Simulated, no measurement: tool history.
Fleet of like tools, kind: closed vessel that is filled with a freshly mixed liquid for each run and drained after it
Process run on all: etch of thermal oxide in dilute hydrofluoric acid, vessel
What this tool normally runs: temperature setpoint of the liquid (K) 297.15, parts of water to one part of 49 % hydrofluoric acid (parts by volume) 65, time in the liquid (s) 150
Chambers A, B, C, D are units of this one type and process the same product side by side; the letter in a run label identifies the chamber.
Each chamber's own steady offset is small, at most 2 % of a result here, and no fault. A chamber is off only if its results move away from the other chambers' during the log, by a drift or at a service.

run	hour	temperature setpoint of the liquid (K)	parts of water to one part of 49 % hydrofluoric acid (parts by volume)	time in the liquid (s)	read-back film thickness of the thermal oxide reference wafer, read on the same gauge (nm)	thickness taken off the thermal oxide on a monitor wafer (Å)
1D	10.1	297.15	65	150	59.987	111.810
2A	20.9	297.15	65	150	60.004	114.580
# hour 24.3: chamber A: thermometer replaced
3C	31.9	297.15	65	150	59.975	112.200
4B	38.7	297.15	65	150	59.973	112.650
5D	49.4	297.15	65	150	60.023	111.810
6A	58.7	297.15	35	60	60.003	86.797
7C	73.1	297.15	35	60	59.989	87.358
8B	81.4	297.15	35	60	60.006	87.484
9A	89.8	297.15	35	60	59.983	86.740
10C	100.2	297.15	65	150	60.035	112.050
# hour 109.9: chamber B: hydrofluoric acid flow meter replaced
11D	110.9	297.15	45	150	59.987	164.850
12B	118.7	297.15	45	150	60.053	167.800
13D	132.9	297.15	45	150	60.010	165.400
14B	141.2	297.15	45	150	60.012	166.440
# hour 142.8: chamber D: thermometer replaced
15C	153.6	297.15	65	150	59.997	112.710
16A	167.8	297.15	65	150	59.991	113.830
17C	176.6	297.15	50	150	59.981	148.850
18B	184.0	297.15	50	150	60.008	149.130
19D	190.5	297.15	50	150	59.983	147.530
20A	202.3	297.15	50	150	59.983	150.480
21B	215.5	297.15	65	150	59.978	111.800
22A	226.1	297.15	50	120	59.995	120.780
23D	236.6	297.15	50	120	60.040	117.470
24C	243.6	297.15	50	120	60.031	118.650
25D	253.5	297.15	50	120	60.006	117.040
26B	261.2	297.15	65	150	60.023	111.620
27C	273.8	297.15	65	150	60.012	113.010
28A	283.3	297.15	65	150	60.028	114.140
29D	296.2	297.15	65	150	59.996	111.860
30B	307.9	297.15	65	150	59.986	111.870
31A	319.8	297.15	65	150	59.972	114.550
32C	327.6	297.15	65	150	60.001	112.700
33B	334.2	297.15	65	150	59.956	111.260
34C	342.3	297.15	65	150	60.015	112.250
35D	352.1	297.15	65	150	60.055	112.440
36A	361.0	297.15	65	150	60.014	114.720
37D	367.8	297.15	65	150	59.962	111.200

All 4 chambers run these settings next. Forecast each chamber's results:
38A	378.4	297.15	65	85		?
38B	378.4	297.15	65	85		?
38C	378.4	297.15	65	85		?
38D	378.4	297.15	65	85		?

run	thickness taken off the thermal oxide on a monitor wafer (Å)
38A	64.524
38B	63.756
38C	63.670
38D	63.059
